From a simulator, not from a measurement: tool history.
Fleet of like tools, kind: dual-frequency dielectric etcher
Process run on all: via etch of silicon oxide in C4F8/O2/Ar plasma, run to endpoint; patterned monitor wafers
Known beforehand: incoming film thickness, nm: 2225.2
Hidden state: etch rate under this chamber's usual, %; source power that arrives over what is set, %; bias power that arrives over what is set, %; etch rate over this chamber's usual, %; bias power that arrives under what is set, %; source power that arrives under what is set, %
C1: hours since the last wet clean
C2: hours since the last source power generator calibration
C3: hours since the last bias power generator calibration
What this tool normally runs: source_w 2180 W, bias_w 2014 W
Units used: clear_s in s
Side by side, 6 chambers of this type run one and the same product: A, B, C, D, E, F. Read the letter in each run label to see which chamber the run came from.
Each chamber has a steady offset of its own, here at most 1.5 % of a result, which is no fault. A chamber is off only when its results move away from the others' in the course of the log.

Run 1B, day 0.358: usual settings; C1 465.8; C2 2192.0; C3 225.2. Result: clear_s 426.66 s.
Run 2D, day 0.700: usual settings; C1 110.3; C2 254.4; C3 685.6. Result: clear_s 425.18 s.
Run 3F, day 1.112: usual settings; C1 633.8; C2 1210.7; C3 492.9. Result: clear_s 425.22 s.
Run 4C, day 1.562: usual settings; C1 216.3; C2 2096.9; C3 2160.2. Result: clear_s 422.29 s.
Run 5E, day 1.854: usual settings; C1 68.8; C2 334.6; C3 2137.7. Result: clear_s 426.97 s.
At day 1.933: chamber F: wet clean of the chamber.
Run 6A, day 2.104: usual settings; C1 446.8; C2 1512.3; C3 1963.4. Result: clear_s 418.26 s.
Run 7D, day 2.533: usual settings but bias_w 1712 W; C1 154.3; C2 298.4; C3 729.6. Result: clear_s 439.69 s.
Run 8F, day 2.933: usual settings but bias_w 1712 W; C1 24.0; C2 1254.4; C3 536.6. Result: clear_s 449.74 s.
Run 9B, day 3.212: usual settings but bias_w 1712 W; C1 534.3; C2 2260.5; C3 293.7. Result: clear_s 445.32 s.
Run 10C, day 3.671: usual settings but bias_w 1712 W; C1 266.9; C2 2147.5; C3 2210.8. Result: clear_s 439.36 s.
At day 3.896: chamber B: wet clean of the chamber.
Run 11E, day 4.029: usual settings but bias_w 1712 W; C1 121.0; C2 386.8; C3 2189.9. Result: clear_s 447.98 s.
Run 12A, day 4.283: usual settings but bias_w 1712 W; C1 499.1; C2 1564.6; C3 2015.7. Result: clear_s 442.38 s.
Run 13C, day 4.754: usual settings; C1 292.9; C2 2173.5; C3 2236.8. Result: clear_s 426.21 s.
Run 14B, day 5.029: usual settings; C1 27.2; C2 2304.1; C3 337.3. Result: clear_s 427.35 s.
Run 15D, day 5.262: usual settings; C1 219.8; C2 363.9; C3 795.1. Result: clear_s 416.18 s.
Run 16A, day 5.483: usual settings; C1 527.9; C2 1593.4; C3 2044.5. Result: clear_s 422.39 s.
Run 17E, day 5.967: usual settings; C1 167.5; C2 433.3; C3 2236.4. Result: clear_s 429.36 s.
Run 18F, day 6.467: usual settings; C1 108.8; C2 1339.2; C3 621.4. Result: clear_s 421.08 s.
Run 19D, day 6.750: usual settings; C1 255.5; C2 399.6; C3 830.8. Result: clear_s 425.35 s.
Run 20A, day 7.112: usual settings; C1 567.0; C2 1632.5; C3 2083.6. Result: clear_s 421.34 s.
Run 21E, day 7.550: usual settings; C1 205.5; C2 471.3; C3 2274.4. Result: clear_s 430.97 s.
Run 22F, day 7.983: usual settings but source_w 1920 W; C1 145.2; C2 1375.6; C3 657.8. Result: clear_s 449.48 s.
Run 23B, day 8.442: usual settings but source_w 1920 W; C1 109.1; C2 2386.0; C3 419.2. Result: clear_s 445.76 s.
Run 24C, day 8.717: usual settings but source_w 1920 W; C1 388.0; C2 2268.6; C3 2331.9. Result: clear_s 446.29 s.
At day 8.825: chamber C: bias power generator calibrated.
Run 25A, day 8.942: usual settings but source_w 1920 W; C1 610.9; C2 1676.4; C3 2127.5. Result: clear_s 443.41 s.
Run 26E, day 9.204: usual settings but source_w 1920 W; C1 245.2; C2 511.0; C3 2314.1. Result: clear_s 447.82 s.
Run 27F, day 9.517: usual settings but source_w 1920 W; C1 182.0; C2 1412.4; C3 694.6. Result: clear_s 449.63 s.
Run 28C, day 9.950: usual settings; C1 417.6; C2 2298.2; C3 27.0. Result: clear_s 424.06 s.
At day 10.075: chamber D: wet clean of the chamber.
Run 29B, day 10.438: usual settings; C1 157.0; C2 2433.9; C3 467.1. Result: clear_s 421.45 s.
Run 30D, day 10.675: usual settings but bias_w 1841 W; C1 14.4; C2 493.8; C3 925.0. Result: clear_s 435.08 s.
Run 31A, day 11.025: usual settings but bias_w 1841 W; C1 660.9; C2 1726.4; C3 2177.5. Result: clear_s 437.12 s.
Run 32C, day 11.262: usual settings but bias_w 1841 W; C1 449.1; C2 2329.7; C3 58.5. Result: clear_s 429.45 s.
Run 33E, day 11.496: usual settings but bias_w 1841 W; C1 300.2; C2 566.0; C3 2369.1. Result: clear_s 442.42 s.
Run 34D, day 11.717: usual settings but bias_w 1841 W; C1 39.4; C2 518.8; C3 950.0. Result: clear_s 429.41 s.
Run 35F, day 12.200: usual settings but bias_w 1841 W; C1 246.4; C2 1476.8; C3 759.0. Result: clear_s 435.71 s.
Run 36B, day 12.671: usual settings; C1 210.6; C2 2487.5; C3 520.7. Result: clear_s 427.53 s.
Run 37C, day 12.954: usual settings; C1 489.7; C2 2370.3; C3 99.1. Result: clear_s 422.88 s.
Run 38F, day 13.367: usual settings; C1 274.4; C2 1504.8; C3 787.0. Result: clear_s 423.56 s.

Read the log: is a single chamber off, either drifting away or since a service, is the gauge that measures every chamber drifting, or is nothing wrong beyond small per-chamber offsets? Name any odd chamber and what most likely caused it.

The fleet is healthy, with each chamber sitting at its usual small offset and no drift in the gauge.

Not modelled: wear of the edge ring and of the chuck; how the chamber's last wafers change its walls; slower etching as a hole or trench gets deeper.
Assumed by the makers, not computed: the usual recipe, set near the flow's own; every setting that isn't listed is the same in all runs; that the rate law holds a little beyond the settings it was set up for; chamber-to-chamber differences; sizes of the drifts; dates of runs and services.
